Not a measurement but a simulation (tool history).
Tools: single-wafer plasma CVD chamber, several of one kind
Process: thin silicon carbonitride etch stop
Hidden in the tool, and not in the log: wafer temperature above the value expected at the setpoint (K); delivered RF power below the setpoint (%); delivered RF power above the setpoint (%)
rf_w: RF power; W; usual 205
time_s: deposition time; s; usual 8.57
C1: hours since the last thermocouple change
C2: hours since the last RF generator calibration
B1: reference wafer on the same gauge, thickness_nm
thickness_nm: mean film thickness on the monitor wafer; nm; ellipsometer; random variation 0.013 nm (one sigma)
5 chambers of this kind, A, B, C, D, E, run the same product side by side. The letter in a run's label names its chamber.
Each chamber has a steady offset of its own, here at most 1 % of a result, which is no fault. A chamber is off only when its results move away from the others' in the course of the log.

{"run": "1B", "hour": 6.9, "rf_w": 205, "time_s": 8.57, "C1": 1242.8, "C2": 689.3, "B1": 4.5313, "thickness_nm": 4.8917}
{"run": "2D", "hour": 15.5, "rf_w": 205, "time_s": 8.57, "C1": 1300.3, "C2": 1117.5, "B1": 4.53, "thickness_nm": 4.9353}
{"run": "3C", "hour": 22.5, "rf_w": 205, "time_s": 8.57, "C1": 2102.9, "C2": 193.4, "B1": 4.5307, "thickness_nm": 4.9033}
{"run": "4A", "hour": 30.4, "rf_w": 205, "time_s": 8.57, "C1": 661.7, "C2": 1550.6, "B1": 4.5313, "thickness_nm": 4.8826}
{"run": "5E", "hour": 34.9, "rf_w": 205, "time_s": 8.57, "C1": 1746.3, "C2": 86.8, "B1": 4.5283, "thickness_nm": 4.9158}
{"run": "6C", "hour": 39.8, "rf_w": 205, "time_s": 8.57, "C1": 2120.2, "C2": 210.7, "B1": 4.529, "thickness_nm": 4.9204}
{"run": "7E", "hour": 44.1, "rf_w": 205, "time_s": 8.57, "C1": 1755.5, "C2": 96.0, "B1": 4.5292, "thickness_nm": 4.9164}
{"run": "8B", "hour": 48.6, "rf_w": 205, "time_s": 8.57, "C1": 1284.5, "C2": 731.0, "B1": 4.5319, "thickness_nm": 4.8769}
{"run": "9D", "hour": 54.7, "rf_w": 205, "time_s": 8.57, "C1": 1339.5, "C2": 1156.7, "B1": 4.5288, "thickness_nm": 4.8989}
{"run": "10A", "hour": 59.1, "rf_w": 205, "time_s": 8.57, "C1": 690.4, "C2": 1579.3, "B1": 4.5335, "thickness_nm": 4.8762}
{"run": "11A", "hour": 65.3, "rf_w": 205, "time_s": 8.57, "C1": 696.6, "C2": 1585.5, "B1": 4.5269, "thickness_nm": 4.8707}
{"run": "12D", "hour": 70.5, "rf_w": 205, "time_s": 9.27, "C1": 1355.3, "C2": 1172.5, "B1": 4.5261, "thickness_nm": 5.3273}
{"run": "13C", "hour": 75.3, "rf_w": 205, "time_s": 9.27, "C1": 2155.7, "C2": 246.2, "B1": 4.526, "thickness_nm": 5.3264}
{"run": "14E", "hour": 80.4, "rf_w": 205, "time_s": 9.27, "C1": 1791.8, "C2": 132.3, "B1": 4.5316, "thickness_nm": 5.3141}
{"run": "15B", "hour": 88.2, "rf_w": 205, "time_s": 9.27, "C1": 1324.1, "C2": 770.6, "B1": 4.5291, "thickness_nm": 5.3083}
{"run": "16A", "hour": 95.5, "rf_w": 205, "time_s": 9.27, "C1": 726.8, "C2": 1615.7, "B1": 4.5286, "thickness_nm": 5.2515}
{"run": "17E", "hour": 101.1, "rf_w": 205, "time_s": 8.57, "C1": 1812.5, "C2": 153.0, "B1": 4.5316, "thickness_nm": 4.8968}
{"run": "18D", "hour": 105.3, "rf_w": 205, "time_s": 8.57, "C1": 1390.1, "C2": 1207.3, "B1": 4.5294, "thickness_nm": 4.9205}
{"run": "19B", "hour": 112.3, "rf_w": 170, "time_s": 8.57, "C1": 1348.2, "C2": 794.7, "B1": 4.5294, "thickness_nm": 4.6296}
{"run": "20C", "hour": 117.8, "rf_w": 170, "time_s": 8.57, "C1": 2198.2, "C2": 288.7, "B1": 4.5307, "thickness_nm": 4.6322}
{"run": "21C", "hour": 122.6, "rf_w": 170, "time_s": 8.57, "C1": 2203.0, "C2": 293.5, "B1": 4.5293, "thickness_nm": 4.6346}
{"run": "22A", "hour": 127.8, "rf_w": 170, "time_s": 8.57, "C1": 759.1, "C2": 1648.0, "B1": 4.5318, "thickness_nm": 4.5756}
{"run": "23B", "hour": 133.5, "rf_w": 170, "time_s": 8.57, "C1": 1369.4, "C2": 815.9, "B1": 4.5269, "thickness_nm": 4.6256}
{"run": "24E", "hour": 140.0, "rf_w": 205, "time_s": 8.57, "C1": 1851.4, "C2": 191.9, "B1": 4.5298, "thickness_nm": 4.926}
{"run": "25D", "hour": 148.5, "rf_w": 205, "time_s": 8.57, "C1": 1433.3, "C2": 1250.5, "B1": 4.5296, "thickness_nm": 4.9474}
{"run": "26D", "hour": 156.4, "rf_w": 205, "time_s": 8.57, "C1": 1441.2, "C2": 1258.4, "B1": 4.5287, "thickness_nm": 4.9163}
{"run": "27C", "hour": 160.5, "rf_w": 205, "time_s": 8.57, "C1": 2240.9, "C2": 331.4, "B1": 4.5297, "thickness_nm": 4.9184}
{"run": "28B", "hour": 169.0, "rf_w": 205, "time_s": 8.57, "C1": 1404.9, "C2": 851.4, "B1": 4.5291, "thickness_nm": 4.8855}
{"run": "29E", "hour": 173.4, "rf_w": 205, "time_s": 8.57, "C1": 1884.8, "C2": 225.3, "B1": 4.5325, "thickness_nm": 4.9063}
{"run": "30A", "hour": 180.6, "rf_w": 205, "time_s": 7.35, "C1": 811.9, "C2": 1700.8, "B1": 4.5322, "thickness_nm": 4.1251}
{"run": "31E", "hour": 184.6, "rf_w": 205, "time_s": 7.35, "C1": 1896.0, "C2": 236.5, "B1": 4.5314, "thickness_nm": 4.2119}
{"run": "32C", "hour": 188.5, "rf_w": 205, "time_s": 7.35, "C1": 2268.9, "C2": 359.4, "B1": 4.5315, "thickness_nm": 4.2016}
{"run": "33B", "hour": 192.3, "rf_w": 205, "time_s": 7.35, "C1": 1428.2, "C2": 874.7, "B1": 4.5307, "thickness_nm": 4.206}
{"run": "34D", "hour": 197.8, "rf_w": 205, "time_s": 7.35, "C1": 1482.6, "C2": 1299.8, "B1": 4.531, "thickness_nm": 4.2054}
{"run": "35A", "hour": 203.3, "rf_w": 205, "time_s": 8.57, "C1": 834.6, "C2": 1723.5, "B1": 4.5257, "thickness_nm": 4.8272}
{"run": "36A", "hour": 207.8, "rf_w": 205, "time_s": 8.57, "C1": 839.1, "C2": 1728.0, "B1": 4.5272, "thickness_nm": 4.825}

Is one chamber off against the others, does the gauge drift, or is nothing wrong? If a chamber is off, say which, and what the likeliest cause is.

Chamber A drifts away from the others.
Cause: delivered RF power below the setpoint (%) = 5.11.

Here are 4 candidates for chamber A's next run, each the usual settings with a change, their results left as question marks. Which one brings its results back in line with what the others give on the usual settings?
In line means no further than this from the other chambers' mean on the usual settings: thickness_nm 0.0460 nm
{"run": "37A-1", "hour": 214.1, "rf_w": 205, "time_s": 8.24, "thickness_nm": "?"}
{"run": "37A-2", "hour": 214.1, "rf_w": 205, "time_s": 8.75, "thickness_nm": "?"}
{"run": "37A-3", "hour": 214.1, "rf_w": 205, "time_s": 8.9, "thickness_nm": "?"}
{"run": "37A-4", "hour": 214.1, "rf_w": 205, "time_s": 8.4, "thickness_nm": "?"}

The other chambers' mean on the usual settings: thickness_nm 4.9102 nm
run=37A-1 thickness_nm=4.6239
run=37A-2 thickness_nm=4.9101
run=37A-3 thickness_nm=4.9942
run=37A-4 thickness_nm=4.7137
37A-2 brings the chamber back in line.
